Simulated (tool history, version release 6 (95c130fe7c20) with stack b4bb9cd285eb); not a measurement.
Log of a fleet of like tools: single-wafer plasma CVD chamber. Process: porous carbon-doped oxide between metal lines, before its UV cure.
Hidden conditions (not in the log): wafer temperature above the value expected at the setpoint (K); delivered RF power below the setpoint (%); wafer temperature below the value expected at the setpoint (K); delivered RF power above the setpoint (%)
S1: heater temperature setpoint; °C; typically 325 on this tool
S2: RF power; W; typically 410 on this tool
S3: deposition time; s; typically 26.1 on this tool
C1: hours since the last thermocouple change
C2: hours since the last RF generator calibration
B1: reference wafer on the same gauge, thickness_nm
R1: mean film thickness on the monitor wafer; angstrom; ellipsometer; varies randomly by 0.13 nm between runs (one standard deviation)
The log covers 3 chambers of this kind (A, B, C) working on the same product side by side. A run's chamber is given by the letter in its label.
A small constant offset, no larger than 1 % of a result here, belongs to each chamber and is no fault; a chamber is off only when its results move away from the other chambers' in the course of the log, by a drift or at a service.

run	day	S1	S2	S3	C1	C2	B1	R1
1A	0.358	325	410	26.1	901.9	237.4	121.95	1069.1
2B	0.717	325	410	26.1	587.9	718.9	121.93	1068.5
3C	0.908	325	410	26.1	1425.9	723.9	121.91	1074.1
4A	1.142	325	410	26.1	920.7	256.2	121.87	1068.1
5C	1.35	325	445	30.2	1436.5	734.5	121.86	1318.7
6B	1.558	325	445	30.2	608.1	739.1	121.87	1311.5
7B	1.808	325	445	30.2	614.1	745.1	121.84	1310.2
8C	2.083	325	410	26.1	1454.1	752.1	121.83	1073
9A	2.408	325	410	26.1	951.1	286.6	121.81	1064.7
10A	2.775	325	370	31.1	959.9	295.4	121.75	1160.6
11C	2.958	325	370	31.1	1475.1	773.1	121.77	1175.5
12B	3.271	325	370	31.1	649.2	780.2	121.72	1164.1
13A	3.542	325	410	26.1	978.3	313.8	121.69	1062.2
14C	3.804	325	410	26.1	1495.4	793.4	121.63	1074.8
15B	3.971	325	410	26.1	666	797	121.71	1067.9
16C	4.179	325	410	26.1	1504.4	802.4	121.63	1072.1
17A	4.483	325	410	26.1	1000.9	336.4	121.6	1067.7
18B	4.7	325	410	26.1	683.5	814.5	121.6	1063.6
19A	4.888	325	410	26.1	1010.6	346.1	121.59	1062
20B	5.062	335	455	26.1	692.2	823.2	121.57	1103.7
21C	5.225	335	455	26.1	1529.5	827.5	121.56	1107.3
22B	5.442	335	455	26.1	701.3	832.3	121.53	1100.7
23C	5.742	325	410	26.1	1541.9	839.9	121.52	1072.2
24A	5.942	325	480	26.1	1035.9	371.4	121.51	1198.6
25C	6.229	325	480	26.1	1553.6	851.6	121.44	1202.3
26A	6.442	325	480	26.1	1047.9	383.4	121.49	1199.8
27B	6.608	325	410	26.1	729.3	860.3	121.43	1060.4
28B	6.829	325	410	26.1	734.6	865.6	121.43	1063.1
29C	7.004	325	410	26.1	1572.2	870.2	121.43	1071.4

Read the log: is a single chamber off, either drifting away or since a service, is the gauge that measures every chamber drifting, or is nothing wrong beyond small per-chamber offsets? Name any odd chamber and what most likely caused it.

Every chamber seems to shift together because the gauge that measures them all drifts; the chambers themselves are fine.
Cause: gauge reads low (%) = 0.504.
